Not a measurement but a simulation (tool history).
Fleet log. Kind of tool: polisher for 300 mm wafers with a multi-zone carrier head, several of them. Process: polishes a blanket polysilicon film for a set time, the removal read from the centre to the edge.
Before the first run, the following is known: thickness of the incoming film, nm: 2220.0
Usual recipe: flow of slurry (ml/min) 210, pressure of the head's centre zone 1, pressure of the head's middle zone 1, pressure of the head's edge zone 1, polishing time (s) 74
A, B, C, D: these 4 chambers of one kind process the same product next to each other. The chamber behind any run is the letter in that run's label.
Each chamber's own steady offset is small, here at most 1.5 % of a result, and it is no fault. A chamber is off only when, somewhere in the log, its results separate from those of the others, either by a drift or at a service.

run,hour,flow of slurry (ml/min),pressure of the head's centre zone,pressure of the head's middle zone,pressure of the head's edge zone,polishing time (s),wafers polished on this pad,hours since the slurry nozzle was cleaned,hours since the centre zone pressure was calibrated,hours since the edge zone pressure was calibrated,film removed at the wafer's centre (nm),film removed at mid-radius (nm),film removed at the wafer's edge (nm)
1B,9.7,210,1,1,1,74,598,532.4,356.8,613.3,471.66,469.62,470.11
# hour 14.8: chamber D: worn pad replaced by a new one
# hour 19.9: chamber B: slurry nozzle cleaned
2A,20.4,210,1,1,1,74,621,96.7,915.4,406.9,478.92,471.74,457.62
# hour 21.4: chamber C: worn pad replaced by a new one
3C,29.6,210,1,1,1,74,99,830.9,350,933.3,461.57,468.63,473.11
4D,39.9,210,1,1,1,74,302,73.9,106.2,73.5,464.61,471.84,474.43
5B,50.1,210,1,1,1,74,1085,30.3,397.2,653.7,471.19,464.42,486.69
# hour 50.8: chamber A: worn pad replaced by a new one
# hour 52.9: chamber B: worn pad replaced by a new one
6A,57.8,210,1,1,1,74,84,134.1,952.8,444.3,477.64,470.57,466.57
7D,66.8,210,1,1,1,74,626,100.8,133.1,100.4,463.25,460.38,466.48
8C,73.3,210,1,1,0.9,74,625,874.6,393.7,977,470.6,467.84,449.41
# hour 74.4: chamber D: worn pad replaced by a new one
9D,82.5,210,1,1,0.9,74,98,116.5,148.8,116.1,466.13,478,451.96
# hour 83.1: chamber C: worn pad replaced by a new one
10B,88.6,210,1,1,0.9,74,430,68.8,435.7,692.2,468.27,468.46,450.32
11C,98,210,1,1,0.9,74,179,899.3,418.4,1001.7,469.67,467.66,449.76
12A,103.4,210,1,1,1,74,634,179.7,998.4,489.9,473.51,465.22,471.68
13A,111.4,210,1,1,1,74,730,187.7,1006.4,497.9,473.93,469.2,467.94
# hour 111.9: chamber B: edge zone pressure recalibrated
14C,118.8,210,1,1,1,74,430,920.1,439.2,1022.5,469.53,469.79,471.36
15D,127.8,210,1,1,1,74,644,161.8,194.1,161.4,466.43,463.19,475.85
# hour 129.8: chamber C: slurry nozzle cleaned
16B,134.1,210,1,1,1,74,979,114.3,481.2,22.2,467.48,462.1,478.76
# hour 135.7: chamber D: worn pad replaced by a new one
# hour 138.5: chamber A: worn pad replaced by a new one
17D,142.4,210,1,1,1,74,81,176.4,208.7,176,466.44,466.46,473.42
# hour 146.6: chamber C: worn pad replaced by a new one
# hour 147.1: chamber C: centre zone pressure recalibrated
18C,152,210,1,1,1,74,66,22.3,4.9,1055.7,516.74,464.83,472.41
# hour 153.2: chamber B: worn pad replaced by a new one
19B,158.8,210,1,1,1,74,67,139,505.9,46.9,471.1,465.68,479.03
# hour 164.7: chamber D: slurry nozzle cleaned
20A,165.5,210,1,1,1,74,326,241.8,1060.5,552,470.22,465.26,482.16
# hour 167.5: chamber C: edge zone pressure recalibrated
21B,172,210,1.05,1,1,74,226,152.2,519.1,60.1,493.32,467.78,476.55
22A,178.7,210,1.05,1,1,74,485,255,1073.7,565.2,497.63,470.26,469.48
23C,187.4,210,1.05,1,1,74,492,57.7,40.3,19.9,547.85,468.51,472
# hour 196: chamber D: worn pad replaced by a new one
# hour 197.4: chamber C: worn pad replaced by a new one
24D,197.4,210,1.05,1,1,74,17,32.7,263.7,231,491.39,473.3,467.67
25A,204.9,210,1,1,1,74,801,281.2,1099.9,591.4,470,475.08,476.02
26C,210.3,210,1,1,1,74,156,80.6,63.2,42.8,512.11,472.95,465.63
# hour 212.9: chamber A: worn pad replaced by a new one
27B,219.2,155,1,1,1,49,795,199.4,566.3,107.3,296.22,291.36,299.39
28D,224.5,155,1,1,1,49,344,59.8,290.8,258.1,293.34,295.01,296.14
29D,230.4,155,1,1,1,49,415,65.7,296.7,264,295.77,297.55,297.18
30A,239.6,155,1,1,1,49,322,315.9,1134.6,626.1,299.42,296.79,302.3
# hour 247.4: chamber D: worn pad replaced by a new one
31C,247.6,210,1,1,1,74,606,117.9,100.5,80.1,516.01,469.17,474.39
32B,252.5,210,1,1,1,74,1197,232.7,599.6,140.6,473.93,462.26,468.76
# hour 252.8: chamber B: worn pad replaced by a new one
# hour 258.5: chamber C: worn pad replaced by a new one
33B,261.7,210,1,1,1,74,107,241.9,608.8,149.8,471.51,467.41,484.98
34D,267.8,185,1,1.06,1,74,246,103.1,334.1,301.4,457.63,486.06,461.87
35C,272.8,185,1,1.06,1,74,173,143.1,125.7,105.3,507.86,485.9,464.33
36A,279.6,185,1,1.06,1,74,804,355.9,1174.6,666.1,466.46,484.07,465.66
37A,288,185,1,1.06,1,74,906,364.3,1183,674.5,464.08,489.97,458.41
38D,296,210,1,1,1,74,586,131.3,362.3,329.6,472.13,465.23,467.07

For the next run the whole fleet of 4 chambers uses the same settings. Give each chamber's results:
39A,303.7,250,1,1,1,74,,,,,?,?,?
39B,303.7,250,1,1,1,74,,,,,?,?,?
39C,303.7,250,1,1,1,74,,,,,?,?,?
39D,303.7,250,1,1,1,74,,,,,?,?,?

run,film removed at the wafer's centre (nm),film removed at mid-radius (nm),film removed at the wafer's edge (nm)
39A,484.03,479.54,478.24
39B,477.89,475.97,488.45
39C,527.88,480.54,484.68
39D,478.27,476.25,473.97
